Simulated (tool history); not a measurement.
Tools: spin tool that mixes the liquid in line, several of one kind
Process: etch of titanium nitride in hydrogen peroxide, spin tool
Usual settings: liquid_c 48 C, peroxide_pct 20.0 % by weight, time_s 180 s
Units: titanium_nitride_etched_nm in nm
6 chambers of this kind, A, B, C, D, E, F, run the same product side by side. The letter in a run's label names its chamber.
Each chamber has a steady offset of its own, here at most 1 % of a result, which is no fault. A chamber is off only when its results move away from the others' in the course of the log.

run     day  liquid_c  peroxide_pct  time_s  hours since the thermometer was replaced  hours since the peroxide flow meter was replaced  hours since the heated supply line was repaired  hours since the drum of peroxide was connected  read-back film thickness of the titanium nitride reference wafer, read on the same gauge (nm)  titanium_nitride_etched_nm
 1A   0.558        48          20.0     180                                    1653.7                                             118.8                                            446.2                                          1197.8                                                                                         39.994                      4.4804
      0.933  -- chamber E: thermometer replaced
 2F   1.108        48          20.0     180                                      43.6                                            2064.2                                           2358.9                                            59.7                                                                                         40.006                      4.5329
 3D   1.546        48          20.0     180                                    1057.2                                            1278.0                                            388.9                                            96.4                                                                                         39.978                      4.4524
 4C   2.121        48          20.0     180                                     675.1                                             422.3                                            461.4                                           181.8                                                                                         40.005                      4.4187
      2.304  -- chamber A: thermometer replaced
 5B   2.429        48          20.0     180                                     584.3                                             789.7                                            665.6                                           631.5                                                                                         40.003                      4.5447
 6E   2.858        48          20.0     180                                      46.2                                             591.7                                           2851.7                                           729.1                                                                                         40.008                      4.5092
 7D   3.204        48          20.0     180                                    1097.0                                            1317.8                                            428.7                                           136.2                                                                                         39.990                      4.4696
 8E   3.538        48          20.0     180                                      62.5                                             608.0                                           2868.0                                           745.4                                                                                         40.004                      4.4789
 9C   4.046        48          20.0     180                                     721.3                                             468.5                                            507.6                                           228.0                                                                                         40.000                      4.4280
10B   4.579        40          20.0     130                                     635.9                                             841.3                                            717.2                                           683.1                                                                                         40.004                      1.8002
11A   4.862        40          20.0     130                                      61.5                                             222.1                                            549.5                                          1301.1                                                                                         40.020                      1.7944
12F   5.246        40          20.0     130                                     142.9                                            2163.5                                           2458.2                                           159.0                                                                                         39.991                      1.7871
      5.362  -- chamber A: new drum of peroxide connected
      5.654  -- chamber C: peroxide flow meter replaced
13C   5.692        40          20.0     130                                     760.8                                               1.0                                            547.1                                           267.5                                                                                         39.984                      1.7532
14B   6.267        40          20.0     130                                     676.4                                             881.8                                            757.7                                           723.6                                                                                         40.016                      1.7872
      6.567  -- chamber D: peroxide flow meter replaced
15E   6.600        40          20.0     130                                     136.0                                             681.5                                           2941.5                                           818.9                                                                                         40.000                      1.7581
      6.825  -- chamber F: peroxide flow meter replaced
16A   6.879        48          20.0     180                                     109.9                                             270.5                                            597.9                                            36.4                                                                                         40.011                      4.4935
17D   7.446        48          20.0     180                                    1198.8                                              21.1                                            530.5                                           238.0                                                                                         40.007                      4.3642
18F   7.858        48          20.0     180                                     205.6                                              24.8                                           2520.9                                           221.7                                                                                         39.994                      4.5550
19A   8.258        48          20.0     180                                     143.0                                             303.6                                            631.0                                            69.5                                                                                         40.015                      4.4921
20E   8.783        48          20.0     180                                     188.4                                             733.9                                           2993.9                                           871.3                                                                                         39.972                      4.5077
21D   9.104        48          20.0     180                                    1238.6                                              60.9                                            570.3                                           277.8                                                                                         40.018                      4.3677
      9.388  -- chamber C: new drum of peroxide connected
22F   9.425        48          20.0     180                                     243.2                                              62.4                                           2558.5                                           259.3                                                                                         39.987                      4.4906
      9.779  -- chamber F: new drum of peroxide connected
23B   9.892        48          20.0     180                                     763.4                                             968.8                                            844.7                                           810.6                                                                                         40.019                      4.5206
24C  10.162        48          20.0     180                                     868.1                                             108.3                                            654.4                                            18.6                                                                                         40.008                      4.4321
25F  10.683        54          24.5     180                                     273.4                                              92.6                                           2588.7                                            21.7                                                                                         40.005                      7.3203
26E  11.017        54          24.5     180                                     242.0                                             787.5                                           3047.5                                           924.9                                                                                         40.002                      7.2465
27A  11.304        54          24.5     180                                     216.1                                             376.7                                            704.1                                           142.6                                                                                         40.002                      7.1622
28D  11.796        54          24.5     180                                    1303.2                                             125.5                                            634.9                                           342.4                                                                                         39.994                      6.9109
29B  12.321        54          24.5     180                                     821.7                                            1027.1                                            903.0                                           868.9                                                                                         40.019                      7.2265
30C  12.892        54          24.5     180                                     933.6                                             173.8                                            719.9                                            84.1                                                                                         40.010                      7.1299
31C  13.217        48          20.0     180                                     941.4                                             181.6                                            727.7                                            91.9                                                                                         40.000                      4.5010
32B  13.812        48          20.0     180                                     857.5                                            1062.9                                            938.8                                           904.7                                                                                         39.998                      4.4800
33E  14.392        48          22.0     180                                     323.0                                             868.5                                           3128.5                                          1005.9                                                                                         40.005                      4.5682
34A  14.967        48          22.0     180                                     304.0                                             464.6                                            792.0                                           230.5                                                                                         39.996                      4.5924
35D  15.321        48          22.0     180                                    1387.8                                             210.1                                            719.5                                           427.0                                                                                         40.000                      4.3192
36F  15.858        48          22.0     180                                     397.6                                             216.8                                           2712.9                                           145.9                                                                                         39.979                      4.6206
     15.996  -- chamber D: new drum of peroxide connected
37D  16.221        48          22.0     180                                    1409.4                                             231.7                                            741.1                                             5.4                                                                                         40.002                      4.2841

Next, every chamber runs the same settings. What will each give?
38A  16.658        48          20.0     180                                                                                                                                                                                                                                                                                                                       ?
38B  16.658        48          20.0     180                                                                                                                                                                                                                                                                                                                       ?
38C  16.658        48          20.0     180                                                                                                                                                                                                                                                                                                                       ?
38D  16.658        48          20.0     180                                                                                                                                                                                                                                                                                                                       ?
38E  16.658        48          20.0     180                                                                                                                                                                                                                                                                                                                       ?
38F  16.658        48          20.0     180                                                                                                                                                                                                                                                                                                                       ?

run  titanium_nitride_etched_nm
38A                      4.4996
38B                      4.5175
38C                      4.5039
38D                      4.2216
38E                      4.4528
38F                      4.5204
